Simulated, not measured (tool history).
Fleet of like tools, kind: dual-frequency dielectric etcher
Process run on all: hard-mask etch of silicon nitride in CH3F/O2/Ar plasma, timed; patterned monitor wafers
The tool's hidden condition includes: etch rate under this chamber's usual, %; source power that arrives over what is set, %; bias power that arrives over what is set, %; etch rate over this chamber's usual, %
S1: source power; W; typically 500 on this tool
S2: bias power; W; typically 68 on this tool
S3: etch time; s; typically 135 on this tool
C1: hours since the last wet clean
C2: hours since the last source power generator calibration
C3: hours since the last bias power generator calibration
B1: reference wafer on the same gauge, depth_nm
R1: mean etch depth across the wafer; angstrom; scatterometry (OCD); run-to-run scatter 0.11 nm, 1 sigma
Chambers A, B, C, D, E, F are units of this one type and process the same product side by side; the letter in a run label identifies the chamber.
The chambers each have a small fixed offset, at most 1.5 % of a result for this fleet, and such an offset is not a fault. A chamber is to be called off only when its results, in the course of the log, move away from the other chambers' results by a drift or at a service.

run	hour	S1	S2	S3	C1	C2	C3	B1	R1
1E	8	500	68	135	118.4	1263.5	480.5	96.993	1013.7
2C	16.9	500	68	135	115.6	330.9	825.6	97.008	1021.6
3D	24.6	500	68	135	85.6	2886.3	1768.5	97.056	1009.3
4B	29.7	500	68	135	367.5	3081.4	716.5	97.074	1002.4
5A	39.1	500	83	135	509.2	1486.2	3877.1	97.05	1086.2
6F	49.4	500	83	135	59.1	3239.1	958.4	97.089	1082
7F	55.7	500	83	135	65.4	3245.4	964.7	97.079	1081.4
# hour 57.9: chamber A: wet clean of the chamber
8E	61.7	500	83	135	172.1	1317.2	534.2	97.046	1086.1
9A	67.1	500	83	135	9.2	1514.2	3905.1	97.106	1089.4
10B	74.6	500	83	135	412.4	3126.3	761.4	97.094	1075.1
11D	84.2	500	68	135	145.2	2945.9	1828.1	97.134	1008.9
# hour 87.1: chamber B: wet clean of the chamber
12C	90.2	500	68	135	188.9	404.2	898.9	97.145	1020.1
13C	100.8	500	80	135	199.5	414.8	909.5	97.148	1082.2
14B	107.2	500	80	135	20.2	3158.9	794	97.143	1061.3
15E	113.7	500	80	135	224.1	1369.2	586.2	97.168	1074.7
16D	118.4	500	80	135	179.4	2980.1	1862.3	97.155	1068.9
17A	127.2	500	80	135	69.3	1574.3	3965.2	97.2	1076.9
18F	135.3	500	80	135	145	3325	1044.3	97.192	1072
19E	142.2	500	68	135	252.6	1397.7	614.7	97.217	1016
20F	151.3	500	68	135	161	3341	1060.3	97.208	1012.7
21A	159.1	500	68	135	101.2	1606.2	3997.1	97.235	1018.8
22B	168.2	500	68	135	81.2	3219.9	855	97.222	1007.4
23C	174.4	500	68	135	273.1	488.4	983.1	97.266	1022.3
24D	183.1	500	68	135	244.1	3044.8	1927	97.239	1011.8
25D	190	500	68	135	251	3051.7	1933.9	97.246	1013.5
26E	198.2	500	68	135	308.6	1453.7	670.7	97.278	1016.5
27A	206.2	500	68	135	148.3	1653.3	4044.2	97.264	1018.8
28B	211.8	500	68	149	124.8	3263.5	898.6	97.283	1112.1
29F	217.3	500	68	149	227	3407	1126.3	97.301	1122.2
30C	222.9	500	68	149	321.6	536.9	1031.6	97.315	1130.2
31C	231	500	68	149	329.7	545	1039.7	97.278	1128.3
32F	239.5	500	68	149	249.2	3429.2	1148.5	97.326	1121.5
33D	246.6	500	68	149	307.6	3108.3	1990.5	97.349	1118
34A	256.2	500	68	135	198.3	1703.3	4094.2	97.367	1022.5
35E	261.1	500	68	135	371.5	1516.6	733.6	97.362	1017.8
36B	270.4	500	68	135	183.4	3322.1	957.2	97.374	1008.3
37E	280.4	500	68	135	390.8	1535.9	752.9	97.397	1018.1
38B	287.5	500	68	135	200.5	3339.2	974.3	97.386	1007.2
39F	293.8	500	68	135	303.5	3483.5	1202.8	97.406	1014.9

Read the log: is a single chamber off, either drifting away or since a service, is the gauge that measures every chamber drifting, or is nothing wrong beyond small per-chamber offsets? Name any odd chamber and what most likely caused it.

None of the chambers is off. What moves is the gauge, dragging all their readings along together.
Most likely cause: gauge reads high (%) = 0.436.
